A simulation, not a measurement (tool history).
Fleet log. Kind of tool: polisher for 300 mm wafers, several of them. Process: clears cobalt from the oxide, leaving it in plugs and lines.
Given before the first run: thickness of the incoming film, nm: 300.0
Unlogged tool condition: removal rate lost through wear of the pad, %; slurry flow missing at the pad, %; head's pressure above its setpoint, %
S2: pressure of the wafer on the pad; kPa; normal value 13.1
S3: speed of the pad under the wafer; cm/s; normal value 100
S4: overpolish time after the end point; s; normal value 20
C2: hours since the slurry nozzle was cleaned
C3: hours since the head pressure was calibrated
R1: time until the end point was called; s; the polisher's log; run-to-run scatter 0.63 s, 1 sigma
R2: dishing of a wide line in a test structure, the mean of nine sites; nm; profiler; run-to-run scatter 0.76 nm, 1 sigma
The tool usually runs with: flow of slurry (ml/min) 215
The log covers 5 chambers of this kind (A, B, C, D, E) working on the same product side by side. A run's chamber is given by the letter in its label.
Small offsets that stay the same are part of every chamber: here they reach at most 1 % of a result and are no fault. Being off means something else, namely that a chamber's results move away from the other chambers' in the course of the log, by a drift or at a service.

{"run": "1A", "hour": 7.5, "flow of slurry (ml/min)": 215, "S2": 13.1, "S3": 100, "S4": 20, "wafers polished on this pad": 387, "C2": 260.6, "C3": 112.4, "R1": 55.94, "R2": 50.193}
{"run": "2E", "hour": 13.8, "flow of slurry (ml/min)": 215, "S2": 13.1, "S3": 100, "S4": 20, "wafers polished on this pad": 1089, "C2": 346.8, "C3": 617, "R1": 57.037, "R2": 50.246}
{"hour": 19.4, "done": "chamber E: worn pad replaced by a new one"}
{"run": "3B", "hour": 20.2, "flow of slurry (ml/min)": 215, "S2": 13.1, "S3": 100, "S4": 20, "wafers polished on this pad": 385, "C2": 108.4, "C3": 298.7, "R1": 57.111, "R2": 48.846}
{"hour": 21.3, "done": "chamber C: slurry nozzle cleaned"}
{"hour": 29.5, "done": "chamber D: worn pad replaced by a new one"}
{"run": "4D", "hour": 30.6, "flow of slurry (ml/min)": 215, "S2": 13.1, "S3": 100, "S4": 20, "wafers polished on this pad": 12, "C2": 355.7, "C3": 772.6, "R1": 58.007, "R2": 50.143}
{"run": "5C", "hour": 37.6, "flow of slurry (ml/min)": 215, "S2": 13.1, "S3": 100, "S4": 20, "wafers polished on this pad": 606, "C2": 16.3, "C3": 985.1, "R1": 56.975, "R2": 50.014}
{"run": "6A", "hour": 48.4, "flow of slurry (ml/min)": 150, "S2": 13.1, "S3": 100, "S4": 20, "wafers polished on this pad": 836, "C2": 301.5, "C3": 153.3, "R1": 61.023, "R2": 49.461}
{"hour": 54.3, "done": "chamber B: worn pad replaced by a new one"}
{"run": "7E", "hour": 57.6, "flow of slurry (ml/min)": 150, "S2": 13.1, "S3": 100, "S4": 20, "wafers polished on this pad": 420, "C2": 390.6, "C3": 660.8, "R1": 61.021, "R2": 47.304}
{"hour": 65.2, "done": "chamber C: worn pad replaced by a new one"}
{"run": "8B", "hour": 69.5, "flow of slurry (ml/min)": 150, "S2": 13.1, "S3": 100, "S4": 20, "wafers polished on this pad": 167, "C2": 157.7, "C3": 348, "R1": 61.248, "R2": 49.088}
{"run": "9C", "hour": 79.5, "flow of slurry (ml/min)": 150, "S2": 13.1, "S3": 100, "S4": 20, "wafers polished on this pad": 157, "C2": 58.2, "C3": 1027, "R1": 59.828, "R2": 49.248}
{"run": "10D", "hour": 88.7, "flow of slurry (ml/min)": 150, "S2": 13.1, "S3": 100, "S4": 20, "wafers polished on this pad": 649, "C2": 413.8, "C3": 830.7, "R1": 61.387, "R2": 48.004}
{"run": "11B", "hour": 94.1, "flow of slurry (ml/min)": 215, "S2": 13.1, "S3": 100, "S4": 20, "wafers polished on this pad": 437, "C2": 182.3, "C3": 372.6, "R1": 57.578, "R2": 49.37}
{"hour": 101.6, "done": "chamber D: worn pad replaced by a new one"}
{"run": "12D", "hour": 102.8, "flow of slurry (ml/min)": 215, "S2": 13.1, "S3": 100, "S4": 20, "wafers polished on this pad": 14, "C2": 427.9, "C3": 844.8, "R1": 58.351, "R2": 49.85}
{"run": "13E", "hour": 115.1, "flow of slurry (ml/min)": 215, "S2": 13.1, "S3": 100, "S4": 20, "wafers polished on this pad": 1050, "C2": 448.1, "C3": 718.3, "R1": 57.793, "R2": 49.842}
{"hour": 118.8, "done": "chamber E: worn pad replaced by a new one"}
{"hour": 119.8, "done": "chamber C: head pressure recalibrated"}
{"hour": 121.2, "done": "chamber A: worn pad replaced by a new one"}
{"hour": 123.3, "done": "chamber B: worn pad replaced by a new one"}
{"run": "14A", "hour": 127.3, "flow of slurry (ml/min)": 215, "S2": 13.1, "S3": 100, "S4": 20, "wafers polished on this pad": 67, "C2": 380.4, "C3": 232.2, "R1": 57.933, "R2": 49.359}
{"hour": 129.1, "done": "chamber A: slurry nozzle cleaned"}
{"hour": 137.2, "done": "chamber C: worn pad replaced by a new one"}
{"run": "15C", "hour": 138.0, "flow of slurry (ml/min)": 215, "S2": 13.1, "S3": 100, "S4": 20, "wafers polished on this pad": 9, "C2": 116.7, "C3": 18.3, "R1": 57.287, "R2": 50.026}
{"run": "16B", "hour": 143.9, "flow of slurry (ml/min)": 215, "S2": 13.1, "S3": 100, "S4": 20, "wafers polished on this pad": 226, "C2": 232.1, "C3": 422.4, "R1": 57.892, "R2": 49.983}
{"run": "17E", "hour": 150.6, "flow of slurry (ml/min)": 215, "S2": 13.1, "S3": 100, "S4": 20, "wafers polished on this pad": 349, "C2": 483.6, "C3": 753.8, "R1": 56.987, "R2": 49.495}
{"run": "18A", "hour": 162.6, "flow of slurry (ml/min)": 215, "S2": 13.1, "S3": 100, "S4": 20, "wafers polished on this pad": 454, "C2": 33.5, "C3": 267.5, "R1": 57.676, "R2": 49.917}
{"run": "19C", "hour": 175.0, "flow of slurry (ml/min)": 215, "S2": 13.1, "S3": 100, "S4": 15, "wafers polished on this pad": 415, "C2": 153.7, "C3": 55.3, "R1": 56.927, "R2": 43.477}
{"hour": 176.8, "done": "chamber D: worn pad replaced by a new one"}
{"run": "20D", "hour": 182.8, "flow of slurry (ml/min)": 215, "S2": 13.1, "S3": 100, "S4": 15, "wafers polished on this pad": 66, "C2": 507.9, "C3": 924.8, "R1": 57.333, "R2": 43.47}
{"hour": 190.9, "done": "chamber B: worn pad replaced by a new one"}
{"run": "21E", "hour": 191.4, "flow of slurry (ml/min)": 215, "S2": 13.1, "S3": 100, "S4": 15, "wafers polished on this pad": 797, "C2": 524.4, "C3": 794.6, "R1": 56.66, "R2": 44.637}
{"hour": 194.5, "done": "chamber B: slurry nozzle cleaned"}
{"run": "22B", "hour": 201.4, "flow of slurry (ml/min)": 215, "S2": 13.1, "S3": 100, "S4": 15, "wafers polished on this pad": 116, "C2": 7, "C3": 479.9, "R1": 57.33, "R2": 43.444}
{"run": "23C", "hour": 209.1, "flow of slurry (ml/min)": 215, "S2": 13.1, "S3": 100, "S4": 15, "wafers polished on this pad": 789, "C2": 187.8, "C3": 89.4, "R1": 57.215, "R2": 43.252}
{"hour": 213.0, "done": "chamber B: head pressure recalibrated"}
{"run": "24D", "hour": 218.4, "flow of slurry (ml/min)": 215, "S2": 13.1, "S3": 100, "S4": 20, "wafers polished on this pad": 457, "C2": 543.5, "C3": 960.4, "R1": 57.102, "R2": 48.993}
{"hour": 218.8, "done": "chamber C: worn pad replaced by a new one"}
{"hour": 226.6, "done": "chamber E: worn pad replaced by a new one"}
{"run": "25A", "hour": 226.9, "flow of slurry (ml/min)": 215, "S2": 13.1, "S3": 100, "S4": 20, "wafers polished on this pad": 1160, "C2": 97.8, "C3": 331.8, "R1": 57.698, "R2": 50.589}
{"run": "26E", "hour": 233.5, "flow of slurry (ml/min)": 215, "S2": 13.1, "S3": 132, "S4": 28, "wafers polished on this pad": 76, "C2": 566.5, "C3": 836.7, "R1": 41.764, "R2": 58.847}
{"hour": 233.9, "done": "chamber A: worn pad replaced by a new one"}
{"hour": 237.1, "done": "chamber A: head pressure recalibrated"}
{"hour": 240.4, "done": "chamber D: worn pad replaced by a new one"}
{"run": "27A", "hour": 241.5, "flow of slurry (ml/min)": 215, "S2": 13.1, "S3": 132, "S4": 28, "wafers polished on this pad": 84, "C2": 112.4, "C3": 4.4, "R1": 42.908, "R2": 58.366}
{"run": "28D", "hour": 250.2, "flow of slurry (ml/min)": 215, "S2": 13.1, "S3": 132, "S4": 28, "wafers polished on this pad": 108, "C2": 575.3, "C3": 992.2, "R1": 43.473, "R2": 58.567}
{"run": "29C", "hour": 259.7, "flow of slurry (ml/min)": 215, "S2": 13.1, "S3": 132, "S4": 28, "wafers polished on this pad": 448, "C2": 238.4, "C3": 140, "R1": 43.597, "R2": 56.235}
{"hour": 260.9, "done": "chamber D: head pressure recalibrated"}
{"hour": 264.1, "done": "chamber B: worn pad replaced by a new one"}
{"run": "30B", "hour": 271.9, "flow of slurry (ml/min)": 215, "S2": 13.1, "S3": 132, "S4": 28, "wafers polished on this pad": 85, "C2": 77.5, "C3": 59, "R1": 43.691, "R2": 58.164}
{"run": "31B", "hour": 278.8, "flow of slurry (ml/min)": 270, "S2": 13.1, "S3": 100, "S4": 28, "wafers polished on this pad": 161, "C2": 84.4, "C3": 65.9, "R1": 54.981, "R2": 57.58}
{"run": "32E", "hour": 284.8, "flow of slurry (ml/min)": 270, "S2": 13.1, "S3": 100, "S4": 28, "wafers polished on this pad": 639, "C2": 617.8, "C3": 888, "R1": 53.051, "R2": 55.062}
{"hour": 286.8, "done": "chamber C: worn pad replaced by a new one"}
{"run": "33C", "hour": 295.4, "flow of slurry (ml/min)": 270, "S2": 13.1, "S3": 100, "S4": 28, "wafers polished on this pad": 95, "C2": 274.1, "C3": 175.7, "R1": 56.239, "R2": 56.024}
{"run": "34A", "hour": 307.8, "flow of slurry (ml/min)": 270, "S2": 13.1, "S3": 100, "S4": 28, "wafers polished on this pad": 811, "C2": 178.7, "C3": 70.7, "R1": 55.96, "R2": 55.039}
{"hour": 315.1, "done": "chamber E: slurry nozzle cleaned"}
{"run": "35D", "hour": 317.3, "flow of slurry (ml/min)": 270, "S2": 13.1, "S3": 100, "S4": 28, "wafers polished on this pad": 844, "C2": 642.4, "C3": 56.5, "R1": 56.495, "R2": 54.861}
{"run": "36C", "hour": 322.7, "flow of slurry (ml/min)": 215, "S2": 13.1, "S3": 100, "S4": 20, "wafers polished on this pad": 394, "C2": 301.4, "C3": 203, "R1": 56.177, "R2": 51.033}
{"hour": 325.8, "done": "chamber D: worn pad replaced by a new one"}
{"run": "37D", "hour": 332.5, "flow of slurry (ml/min)": 215, "S2": 13.1, "S3": 100, "S4": 20, "wafers polished on this pad": 74, "C2": 657.6, "C3": 71.7, "R1": 57.612, "R2": 50.191}
{"run": "38E", "hour": 338.8, "flow of slurry (ml/min)": 215, "S2": 13.1, "S3": 100, "S4": 20, "wafers polished on this pad": 1231, "C2": 23.8, "C3": 942, "R1": 52.49, "R2": 50.421}
{"hour": 339.7, "done": "chamber B: worn pad replaced by a new one"}
{"run": "39B", "hour": 349.6, "flow of slurry (ml/min)": 215, "S2": 13.1, "S3": 100, "S4": 20, "wafers polished on this pad": 109, "C2": 155.2, "C3": 136.7, "R1": 57.27, "R2": 50.949}
{"run": "40A", "hour": 358.1, "flow of slurry (ml/min)": 215, "S2": 13.1, "S3": 90, "S4": 20, "wafers polished on this pad": 1363, "C2": 229, "C3": 121, "R1": 64.787, "R2": 47.417}
{"hour": 363.1, "done": "chamber A: worn pad replaced by a new one"}
{"run": "41A", "hour": 368.2, "flow of slurry (ml/min)": 215, "S2": 13.1, "S3": 90, "S4": 20, "wafers polished on this pad": 56, "C2": 239.1, "C3": 131.1, "R1": 62.554, "R2": 48.689}
{"run": "42B", "hour": 374.0, "flow of slurry (ml/min)": 215, "S2": 13.1, "S3": 90, "S4": 20, "wafers polished on this pad": 376, "C2": 179.6, "C3": 161.1, "R1": 64.096, "R2": 50.011}

All chambers now run identical settings, listed one chamber a line with results as question marks. What results will each chamber show?
{"run": "43A", "hour": 382.9, "flow of slurry (ml/min)": 215, "S2": 13.1, "S3": 100, "S4": 20, "R1": "?", "R2": "?"}
{"run": "43B", "hour": 382.9, "flow of slurry (ml/min)": 215, "S2": 13.1, "S3": 100, "S4": 20, "R1": "?", "R2": "?"}
{"run": "43C", "hour": 382.9, "flow of slurry (ml/min)": 215, "S2": 13.1, "S3": 100, "S4": 20, "R1": "?", "R2": "?"}
{"run": "43D", "hour": 382.9, "flow of slurry (ml/min)": 215, "S2": 13.1, "S3": 100, "S4": 20, "R1": "?", "R2": "?"}
{"run": "43E", "hour": 382.9, "flow of slurry (ml/min)": 215, "S2": 13.1, "S3": 100, "S4": 20, "R1": "?", "R2": "?"}

run=43A R1=56.13 R2=49.95
run=43B R1=56.587 R2=49.505
run=43C R1=56.181 R2=50.622
run=43D R1=57.71 R2=49.335
run=43E R1=52.721 R2=49.955
